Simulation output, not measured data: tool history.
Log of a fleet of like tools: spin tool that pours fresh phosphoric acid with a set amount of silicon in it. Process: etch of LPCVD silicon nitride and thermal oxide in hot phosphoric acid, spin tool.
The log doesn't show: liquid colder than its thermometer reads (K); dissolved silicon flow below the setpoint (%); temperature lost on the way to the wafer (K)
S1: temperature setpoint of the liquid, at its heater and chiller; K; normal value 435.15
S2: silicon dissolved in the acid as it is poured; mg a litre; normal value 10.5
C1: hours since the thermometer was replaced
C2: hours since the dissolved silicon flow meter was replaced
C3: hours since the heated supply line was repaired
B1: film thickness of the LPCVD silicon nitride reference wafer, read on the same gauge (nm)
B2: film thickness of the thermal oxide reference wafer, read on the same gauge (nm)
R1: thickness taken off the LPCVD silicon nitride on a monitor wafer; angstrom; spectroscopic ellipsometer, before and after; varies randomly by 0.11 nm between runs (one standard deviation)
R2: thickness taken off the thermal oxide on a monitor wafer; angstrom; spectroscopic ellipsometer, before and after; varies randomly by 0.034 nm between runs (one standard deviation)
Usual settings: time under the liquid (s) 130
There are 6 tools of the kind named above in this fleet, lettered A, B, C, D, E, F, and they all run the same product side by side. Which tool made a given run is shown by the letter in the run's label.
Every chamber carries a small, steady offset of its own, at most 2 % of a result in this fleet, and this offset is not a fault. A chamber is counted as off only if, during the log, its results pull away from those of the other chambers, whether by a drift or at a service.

{"run": "1C", "day": 0.396, "S1": 435.15, "S2": 10.5, "time under the liquid (s)": 130, "C1": 487.8, "C2": 793.4, "C3": 2329.0, "B1": 49.981, "B2": 59.999, "R1": 131.57, "R2": 3.4891}
{"run": "2B", "day": 1.021, "S1": 435.15, "S2": 10.5, "time under the liquid (s)": 130, "C1": 502.2, "C2": 591.3, "C3": 2752.8, "B1": 50.03, "B2": 59.982, "R1": 129.64, "R2": 3.4694}
{"run": "3A", "day": 1.354, "S1": 435.15, "S2": 10.5, "time under the liquid (s)": 130, "C1": 121.9, "C2": 746.5, "C3": 742.3, "B1": 49.99, "B2": 59.985, "R1": 131.31, "R2": 3.5169}
{"run": "4E", "day": 1.796, "S1": 435.15, "S2": 10.5, "time under the liquid (s)": 130, "C1": 1503.3, "C2": 781.8, "C3": 740.5, "B1": 49.983, "B2": 60.011, "R1": 130.72, "R2": 3.2133}
{"run": "5F", "day": 2.267, "S1": 435.15, "S2": 10.5, "time under the liquid (s)": 130, "C1": 66.0, "C2": 1284.9, "C3": 389.3, "B1": 50.02, "B2": 60.007, "R1": 132.23, "R2": 3.7898}
{"run": "6D", "day": 2.712, "S1": 435.15, "S2": 10.5, "time under the liquid (s)": 130, "C1": 159.9, "C2": 1490.1, "C3": 2106.1, "B1": 49.981, "B2": 60.015, "R1": 131.23, "R2": 3.9027}
{"run": "7F", "day": 3.242, "S1": 435.15, "S2": 10.5, "time under the liquid (s)": 130, "C1": 89.4, "C2": 1308.3, "C3": 412.7, "B1": 49.974, "B2": 59.986, "R1": 133.26, "R2": 3.4871}
{"run": "8C", "day": 3.6, "S1": 435.15, "S2": 10.5, "time under the liquid (s)": 130, "C1": 564.7, "C2": 870.3, "C3": 2405.9, "B1": 49.984, "B2": 60.026, "R1": 130.66, "R2": 4.3533}
{"run": "9D", "day": 4.217, "S1": 435.15, "S2": 10.5, "time under the liquid (s)": 130, "C1": 196.0, "C2": 1526.2, "C3": 2142.2, "B1": 50.025, "B2": 60.019, "R1": 130.21, "R2": 3.3731}
{"run": "10E", "day": 4.704, "S1": 435.15, "S2": 10.5, "time under the liquid (s)": 130, "C1": 1573.1, "C2": 851.6, "C3": 810.3, "B1": 49.985, "B2": 60.013, "R1": 131.31, "R2": 3.5267}
{"run": "11B", "day": 5.038, "S1": 435.15, "S2": 10.5, "time under the liquid (s)": 130, "C1": 598.6, "C2": 687.7, "C3": 2849.2, "B1": 50.003, "B2": 59.988, "R1": 128.88, "R2": 3.064}
{"day": 5.325, "done": "chamber B: thermometer replaced"}
{"run": "12A", "day": 5.562, "S1": 435.15, "S2": 10.5, "time under the liquid (s)": 130, "C1": 222.9, "C2": 847.5, "C3": 843.3, "B1": 50.005, "B2": 59.973, "R1": 129.3, "R2": 3.5871}
{"run": "13C", "day": 6.092, "S1": 435.15, "S2": 18.0, "time under the liquid (s)": 130, "C1": 624.5, "C2": 930.1, "C3": 2465.7, "B1": 49.959, "B2": 60.012, "R1": 132.63, "R2": 2.8089}
{"run": "14B", "day": 6.621, "S1": 435.15, "S2": 18.0, "time under the liquid (s)": 130, "C1": 31.1, "C2": 725.7, "C3": 2887.2, "B1": 50.032, "B2": 59.995, "R1": 131.75, "R2": 3.2337}
{"run": "15E", "day": 7.083, "S1": 435.15, "S2": 18.0, "time under the liquid (s)": 130, "C1": 1630.2, "C2": 908.7, "C3": 867.4, "B1": 50.003, "B2": 59.99, "R1": 132.45, "R2": 2.416}
{"run": "16F", "day": 7.667, "S1": 435.15, "S2": 18.0, "time under the liquid (s)": 130, "C1": 195.6, "C2": 1414.5, "C3": 518.9, "B1": 49.954, "B2": 60.002, "R1": 132.7, "R2": 2.5554}
{"run": "17A", "day": 8.162, "S1": 435.15, "S2": 18.0, "time under the liquid (s)": 130, "C1": 285.3, "C2": 909.9, "C3": 905.7, "B1": 50.002, "B2": 60.025, "R1": 127.59, "R2": 2.5805}
{"run": "18D", "day": 8.721, "S1": 435.15, "S2": 18.0, "time under the liquid (s)": 130, "C1": 304.1, "C2": 1634.3, "C3": 2250.3, "B1": 49.966, "B2": 59.997, "R1": 130.8, "R2": 3.0617}
{"day": 8.962, "done": "chamber C: heated supply line repaired"}
{"run": "19A", "day": 9.312, "S1": 435.15, "S2": 10.5, "time under the liquid (s)": 130, "C1": 312.9, "C2": 937.5, "C3": 933.3, "B1": 50.008, "B2": 60.003, "R1": 127.64, "R2": 3.5529}
{"run": "20B", "day": 9.679, "S1": 435.15, "S2": 10.5, "time under the liquid (s)": 130, "C1": 104.5, "C2": 799.1, "C3": 2960.6, "B1": 49.968, "B2": 59.997, "R1": 130.25, "R2": 3.9082}
{"run": "21F", "day": 10.242, "S1": 435.15, "S2": 10.5, "time under the liquid (s)": 130, "C1": 257.4, "C2": 1476.3, "C3": 580.7, "B1": 50.005, "B2": 60.003, "R1": 131.99, "R2": 4.1014}
{"run": "22C", "day": 10.775, "S1": 438.15, "S2": 10.5, "time under the liquid (s)": 130, "C1": 736.9, "C2": 1042.5, "C3": 43.6, "B1": 50.012, "B2": 59.996, "R1": 145.57, "R2": 4.2319}
{"run": "23E", "day": 11.417, "S1": 438.15, "S2": 10.5, "time under the liquid (s)": 130, "C1": 1734.2, "C2": 1012.7, "C3": 971.4, "B1": 49.997, "B2": 60.006, "R1": 145.96, "R2": 4.3191}
{"run": "24D", "day": 12.008, "S1": 438.15, "S2": 10.5, "time under the liquid (s)": 130, "C1": 383.0, "C2": 1713.2, "C3": 2329.2, "B1": 50.009, "B2": 59.999, "R1": 146.48, "R2": 4.767}
{"run": "25B", "day": 12.538, "S1": 438.15, "S2": 10.5, "time under the liquid (s)": 130, "C1": 173.1, "C2": 867.7, "C3": 3029.2, "B1": 50.005, "B2": 59.999, "R1": 143.83, "R2": 5.1258}
{"run": "26C", "day": 12.988, "S1": 438.15, "S2": 10.5, "time under the liquid (s)": 130, "C1": 790.0, "C2": 1095.6, "C3": 96.7, "B1": 50.056, "B2": 59.987, "R1": 145.6, "R2": 4.8371}
{"run": "27F", "day": 13.638, "S1": 438.15, "S2": 10.5, "time under the liquid (s)": 130, "C1": 338.9, "C2": 1557.8, "C3": 662.2, "B1": 50.001, "B2": 59.996, "R1": 145.19, "R2": 4.872}
{"day": 13.988, "done": "chamber F: dissolved silicon flow meter replaced"}
{"run": "28D", "day": 14.2, "S1": 435.15, "S2": 10.5, "time under the liquid (s)": 130, "C1": 435.6, "C2": 1765.8, "C3": 2381.8, "B1": 50.004, "B2": 60.016, "R1": 132.34, "R2": 2.558}
{"run": "29A", "day": 14.579, "S1": 437.65, "S2": 10.5, "time under the liquid (s)": 130, "C1": 439.3, "C2": 1063.9, "C3": 1059.7, "B1": 49.995, "B2": 59.983, "R1": 134.36, "R2": 3.9921}
{"run": "30E", "day": 15.008, "S1": 437.65, "S2": 10.5, "time under the liquid (s)": 130, "C1": 1820.4, "C2": 1098.9, "C3": 1057.6, "B1": 49.994, "B2": 60.004, "R1": 143.92, "R2": 3.5989}
{"run": "31A", "day": 15.483, "S1": 437.65, "S2": 10.5, "time under the liquid (s)": 130, "C1": 461.0, "C2": 1085.6, "C3": 1081.4, "B1": 50.009, "B2": 60.002, "R1": 133.76, "R2": 3.7406}
{"day": 15.662, "done": "chamber E: thermometer replaced"}
{"run": "32E", "day": 15.838, "S1": 437.65, "S2": 10.5, "time under the liquid (s)": 130, "C1": 4.3, "C2": 1118.8, "C3": 1077.5, "B1": 50.047, "B2": 59.992, "R1": 145.51, "R2": 4.0486}
{"run": "33C", "day": 16.292, "S1": 437.65, "S2": 10.5, "time under the liquid (s)": 130, "C1": 869.3, "C2": 1174.9, "C3": 176.0, "B1": 49.988, "B2": 59.974, "R1": 143.28, "R2": 3.8008}
{"run": "34F", "day": 16.862, "S1": 437.65, "S2": 10.5, "time under the liquid (s)": 130, "C1": 416.3, "C2": 69.0, "C3": 739.6, "B1": 49.977, "B2": 59.969, "R1": 142.4, "R2": 3.7548}
{"run": "35B", "day": 17.179, "S1": 435.15, "S2": 10.5, "time under the liquid (s)": 130, "C1": 284.5, "C2": 979.1, "C3": 3140.6, "B1": 49.997, "B2": 59.982, "R1": 130.55, "R2": 3.2507}
{"run": "36D", "day": 17.554, "S1": 435.15, "S2": 10.5, "time under the liquid (s)": 130, "C1": 516.1, "C2": 1846.3, "C3": 2462.3, "B1": 50.005, "B2": 60.014, "R1": 129.3, "R2": 3.6578}
{"run": "37B", "day": 17.85, "S1": 435.15, "S2": 10.5, "time under the liquid (s)": 130, "C1": 300.6, "C2": 995.2, "C3": 3156.7, "B1": 50.017, "B2": 60.017, "R1": 130.05, "R2": 3.52}

Predict what each chamber gives when all 6 of them run the settings below next.
{"run": "38A", "day": 18.321, "S1": 435.15, "S2": 10.5, "time under the liquid (s)": 130, "R1": "?", "R2": "?"}
{"run": "38B", "day": 18.321, "S1": 435.15, "S2": 10.5, "time under the liquid (s)": 130, "R1": "?", "R2": "?"}
{"run": "38C", "day": 18.321, "S1": 435.15, "S2": 10.5, "time under the liquid (s)": 130, "R1": "?", "R2": "?"}
{"run": "38D", "day": 18.321, "S1": 435.15, "S2": 10.5, "time under the liquid (s)": 130, "R1": "?", "R2": "?"}
{"run": "38E", "day": 18.321, "S1": 435.15, "S2": 10.5, "time under the liquid (s)": 130, "R1": "?", "R2": "?"}
{"run": "38F", "day": 18.321, "S1": 435.15, "S2": 10.5, "time under the liquid (s)": 130, "R1": "?", "R2": "?"}

run=38A R1=121.15 R2=2.6501
run=38B R1=130.77 R2=4.1192
run=38C R1=132.40 R2=3.5309
run=38D R1=132.08 R2=3.3644
run=38E R1=132.43 R2=3.4911
run=38F R1=133.03 R2=3.6232

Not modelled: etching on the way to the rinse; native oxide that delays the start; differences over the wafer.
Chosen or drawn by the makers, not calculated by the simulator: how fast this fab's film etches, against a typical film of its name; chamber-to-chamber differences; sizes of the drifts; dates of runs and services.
